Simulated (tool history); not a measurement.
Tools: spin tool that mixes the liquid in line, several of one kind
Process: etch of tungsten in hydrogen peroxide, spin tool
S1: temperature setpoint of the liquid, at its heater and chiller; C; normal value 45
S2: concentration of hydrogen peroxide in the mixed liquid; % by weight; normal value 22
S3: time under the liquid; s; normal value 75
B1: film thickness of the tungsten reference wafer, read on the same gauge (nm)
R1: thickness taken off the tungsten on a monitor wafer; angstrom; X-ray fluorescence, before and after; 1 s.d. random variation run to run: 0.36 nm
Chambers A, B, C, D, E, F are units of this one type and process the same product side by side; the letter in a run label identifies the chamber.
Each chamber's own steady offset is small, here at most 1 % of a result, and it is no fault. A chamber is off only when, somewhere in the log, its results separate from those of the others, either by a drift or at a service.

Run 1D, day 0.167: usual settings; B1 99.979. Result: R1 523.83 angstrom.
Run 2C, day 0.288: usual settings; B1 100.02. Result: R1 525.2 angstrom.
Run 3E, day 0.492: usual settings; B1 100.03. Result: R1 518.91 angstrom.
Run 4F, day 0.712: usual settings; B1 100.01. Result: R1 514.31 angstrom.
Run 5A, day 0.829: usual settings; B1 100.02. Result: R1 531.38 angstrom.
Run 6B, day 1.012: usual settings; B1 100. Result: R1 512.14 angstrom.
At day 1.183: chamber A: peroxide flow meter replaced.
Run 7B, day 1.2: usual settings; B1 99.987. Result: R1 520.71 angstrom.
Run 8F, day 1.362: usual settings; B1 99.997. Result: R1 512.99 angstrom.
Run 9D, day 1.554: usual settings but S1 53 C, S2 20 % by weight; B1 100.01. Result: R1 809.09 angstrom.
At day 1.721: chamber D: new drum of peroxide connected.
Run 10C, day 1.8: usual settings but S1 53 C, S2 20 % by weight; B1 99.988. Result: R1 830.97 angstrom.
Run 11E, day 2.033: usual settings but S1 53 C, S2 20 % by weight; B1 99.98. Result: R1 814.9 angstrom.
Run 12A, day 2.158: usual settings but S1 53 C, S2 20 % by weight; B1 100.02. Result: R1 820.43 angstrom.
Run 13B, day 2.283: usual settings but S1 53 C, S2 20 % by weight; B1 100.01. Result: R1 797.72 angstrom.
Run 14D, day 2.4: usual settings but S1 53 C, S2 20 % by weight; B1 100.01. Result: R1 795.65 angstrom.
Run 15F, day 2.638: usual settings; B1 99.997. Result: R1 511.51 angstrom.
Run 16C, day 2.883: usual settings; B1 100. Result: R1 531.62 angstrom.
Run 17A, day 3.033: usual settings but S1 35.5 C, S2 20 % by weight; B1 99.992. Result: R1 270.42 angstrom.
At day 3.167: chamber C: heated supply line repaired.
Run 18E, day 3.25: usual settings but S1 35.5 C, S2 20 % by weight; B1 99.971. Result: R1 267 angstrom.
At day 3.492: chamber C: thermometer replaced.
Run 19C, day 3.492: usual settings but S1 35.5 C, S2 20 % by weight; B1 99.96. Result: R1 270.46 angstrom.
At day 3.588: chamber E: thermometer replaced.
Run 20E, day 3.638: usual settings but S1 35.5 C, S2 20 % by weight; B1 100.01. Result: R1 268.34 angstrom.
Run 21A, day 3.821: usual settings but S1 35.5 C, S2 20 % by weight; B1 100.02. Result: R1 267.53 angstrom.
Run 22B, day 3.975: usual settings but S1 35.5 C, S2 20 % by weight; B1 99.995. Result: R1 268.39 angstrom.
Run 23D, day 4.179: usual settings but S1 39.5 C, S3 55 s; B1 100.02. Result: R1 268.29 angstrom.
Run 24F, day 4.304: usual settings but S1 39.5 C, S3 55 s; B1 100.01. Result: R1 265.45 angstrom.
Run 25C, day 4.521: usual settings but S1 39.5 C, S3 55 s; B1 99.989. Result: R1 271.22 angstrom.
Run 26F, day 4.625: usual settings but S1 39.5 C, S3 55 s; B1 99.979. Result: R1 265.33 angstrom.
Run 27B, day 4.738: usual settings but S1 39.5 C, S3 55 s; B1 100.02. Result: R1 268.61 angstrom.
Run 28E, day 4.954: usual settings but S1 39.5 C, S3 55 s; B1 100.01. Result: R1 272.01 angstrom.
Run 29D, day 5.162: usual settings; B1 99.999. Result: R1 525.82 angstrom.
Run 30A, day 5.392: usual settings; B1 100.01. Result: R1 497.35 angstrom.
Run 31E, day 5.525: usual settings; B1 99.996. Result: R1 517.04 angstrom.
Run 32F, day 5.658: usual settings; B1 100. Result: R1 513.56 angstrom.
Run 33A, day 5.775: usual settings; B1 100.01. Result: R1 495.73 angstrom.
Run 34B, day 5.962: usual settings; B1 99.989. Result: R1 519.48 angstrom.
Run 35D, day 6.15: usual settings but S2 26.5 % by weight, S3 30 s; B1 99.977. Result: R1 228.1 angstrom.
Run 36C, day 6.375: usual settings but S2 26.5 % by weight, S3 30 s; B1 99.996. Result: R1 233.3 angstrom.
Run 37F, day 6.579: usual settings but S2 26.5 % by weight, S3 30 s; B1 100.01. Result: R1 229.19 angstrom.
At day 6.6: chamber E: new drum of peroxide connected.
At day 6.604: chamber E: heated supply line repaired.
Run 38A, day 6.779: usual settings but S2 26.5 % by weight, S3 30 s; B1 100. Result: R1 212.85 angstrom.
Run 39E, day 6.912: usual settings but S2 26.5 % by weight, S3 30 s; B1 100.01. Result: R1 230.22 angstrom.
Run 40D, day 7.033: usual settings but S2 26.5 % by weight, S3 30 s; B1 99.981. Result: R1 226.95 angstrom.

Has any chamber moved away from the others, gradually or after a service, or does the common gauge drift, or do the chambers differ only by their own small steady offsets? State the chamber and the most likely cause if one applies.

Little by little, chamber A moves away from the other chambers.
What lies behind it: temperature lost on the way to the wafer (K) = 1.46.
With only this log, it may be confused with: liquid colder than its thermometer reads (K).

Below are 4 candidate recipes for chamber A's next run, each the usual settings with a change, their results shown as question marks. Which of them brings A's results back in line with what the other chambers give on the usual settings?
In-line tolerance around the mean of the other chambers on the usual settings: R1 12 angstrom
Run 41A-1, day 7.208: usual settings but S2 24 % by weight. Result: R1 ?.
Run 41A-2, day 7.208: usual settings but S1 43.5 C. Result: R1 ?.
Run 41A-3, day 7.208: usual settings but S1 46.5 C. Result: R1 ?.
Run 41A-4, day 7.208: usual settings but S2 20 % by weight. Result: R1 ?.

Other chambers, usual settings, mean: R1 522.15 angstrom
  run      R1
41A-1  501.17
41A-2  436.78
41A-3  527.31
41A-4  458.13
41A-3 is the one that brings the chamber's results back in line with the other chambers.
